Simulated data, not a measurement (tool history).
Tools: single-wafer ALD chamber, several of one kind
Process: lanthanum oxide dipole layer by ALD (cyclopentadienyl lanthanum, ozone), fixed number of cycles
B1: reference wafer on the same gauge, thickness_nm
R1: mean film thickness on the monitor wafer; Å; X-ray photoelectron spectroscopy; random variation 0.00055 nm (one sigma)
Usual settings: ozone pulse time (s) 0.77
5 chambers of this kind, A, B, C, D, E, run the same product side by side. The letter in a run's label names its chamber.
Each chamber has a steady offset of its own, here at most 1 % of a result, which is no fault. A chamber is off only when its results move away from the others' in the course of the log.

run 1A day=0.146 | ozone_pulse_time_(s)=0.77 | B1=0.48402 | R1=4.5639
run 2B day=0.354 | ozone_pulse_time_(s)=0.77 | B1=0.48416 | R1=4.5536
run 3D day=0.462 | ozone_pulse_time_(s)=0.77 | B1=0.48403 | R1=4.5176
run 4C day=0.617 | ozone_pulse_time_(s)=0.77 | B1=0.48420 | R1=4.5397
run 5E day=0.771 | ozone_pulse_time_(s)=0.77 | B1=0.48432 | R1=4.5245
run 6E day=0.938 | ozone_pulse_time_(s)=0.77 | B1=0.48428 | R1=4.5056
run 7A day=1.146 | ozone_pulse_time_(s)=0.77 | B1=0.48431 | R1=4.5664
run 8C day=1.292 | ozone_pulse_time_(s)=0.77 | B1=0.48442 | R1=4.5472
run 9D day=1.433 | ozone_pulse_time_(s)=0.77 | B1=0.48455 | R1=4.5244
run 10B day=1.642 | ozone_pulse_time_(s)=0.77 | B1=0.48448 | R1=4.5512
run 11E day=1.854 | ozone_pulse_time_(s)=0.77 | B1=0.48471 | R1=4.5228
run 12C day=1.946 | ozone_pulse_time_(s)=0.49 | B1=0.48462 | R1=3.6213
run 13A day=2.112 | ozone_pulse_time_(s)=0.49 | B1=0.48490 | R1=3.6443
run 14D day=2.212 | ozone_pulse_time_(s)=0.49 | B1=0.48493 | R1=3.5860
run 15B day=2.325 | ozone_pulse_time_(s)=0.49 | B1=0.48497 | R1=3.6090
run 16E day=2.433 | ozone_pulse_time_(s)=0.49 | B1=0.48488 | R1=3.5744
run 17C day=2.596 | ozone_pulse_time_(s)=0.77 | B1=0.48489 | R1=4.5473
run 18A day=2.754 | ozone_pulse_time_(s)=0.77 | B1=0.48510 | R1=4.5810
run 19D day=2.942 | ozone_pulse_time_(s)=0.77 | B1=0.48499 | R1=4.5117
run 20B day=3.075 | ozone_pulse_time_(s)=0.77 | B1=0.48516 | R1=4.5492
run 21A day=3.267 | ozone_pulse_time_(s)=0.77 | B1=0.48531 | R1=4.5708
run 22D day=3.408 | ozone_pulse_time_(s)=0.77 | B1=0.48536 | R1=4.5290
run 23C day=3.567 | ozone_pulse_time_(s)=0.89 | B1=0.48544 | R1=4.8210
run 24E day=3.771 | ozone_pulse_time_(s)=0.89 | B1=0.48546 | R1=4.7876
run 25B day=3.892 | ozone_pulse_time_(s)=0.89 | B1=0.48542 | R1=4.8320
run 26B day=4.062 | ozone_pulse_time_(s)=0.89 | B1=0.48532 | R1=4.8254
run 27E day=4.204 | ozone_pulse_time_(s)=0.89 | B1=0.48557 | R1=4.7998
run 28A day=4.412 | ozone_pulse_time_(s)=0.77 | B1=0.48563 | R1=4.5680
run 29C day=4.592 | ozone_pulse_time_(s)=0.77 | B1=0.48579 | R1=4.5459
-- day=4.633 chamber B: ozone generator serviced
run 30D day=4.800 | ozone_pulse_time_(s)=0.77 | B1=0.48575 | R1=4.5348
run 31D day=4.975 | ozone_pulse_time_(s)=0.77 | B1=0.48586 | R1=4.5293
run 32E day=5.079 | ozone_pulse_time_(s)=0.77 | B1=0.48589 | R1=4.5370
run 33A day=5.267 | ozone_pulse_time_(s)=0.77 | B1=0.48600 | R1=4.5851
run 34B day=5.375 | ozone_pulse_time_(s)=0.56 | B1=0.48597 | R1=3.9058
run 35C day=5.467 | ozone_pulse_time_(s)=0.56 | B1=0.48594 | R1=3.9172
run 36B day=5.638 | ozone_pulse_time_(s)=0.56 | B1=0.48603 | R1=3.9026
run 37E day=5.833 | ozone_pulse_time_(s)=0.56 | B1=0.48612 | R1=3.8755
run 38C day=6.012 | ozone_pulse_time_(s)=0.56 | B1=0.48607 | R1=3.9200
run 39A day=6.221 | ozone_pulse_time_(s)=0.77 | B1=0.48623 | R1=4.5773
run 40D day=6.317 | ozone_pulse_time_(s)=0.77 | B1=0.48634 | R1=4.5449

All 5 chambers run these settings next. Forecast each chamber's results:
run 41A day=6.467 | ozone_pulse_time_(s)=0.77 | R1=?
run 41B day=6.467 | ozone_pulse_time_(s)=0.77 | R1=?
run 41C day=6.467 | ozone_pulse_time_(s)=0.77 | R1=?
run 41D day=6.467 | ozone_pulse_time_(s)=0.77 | R1=?
run 41E day=6.467 | ozone_pulse_time_(s)=0.77 | R1=?

run=41A R1=4.5807
run=41B R1=4.5679
run=41C R1=4.5607
run=41D R1=4.5302
run=41E R1=4.5367
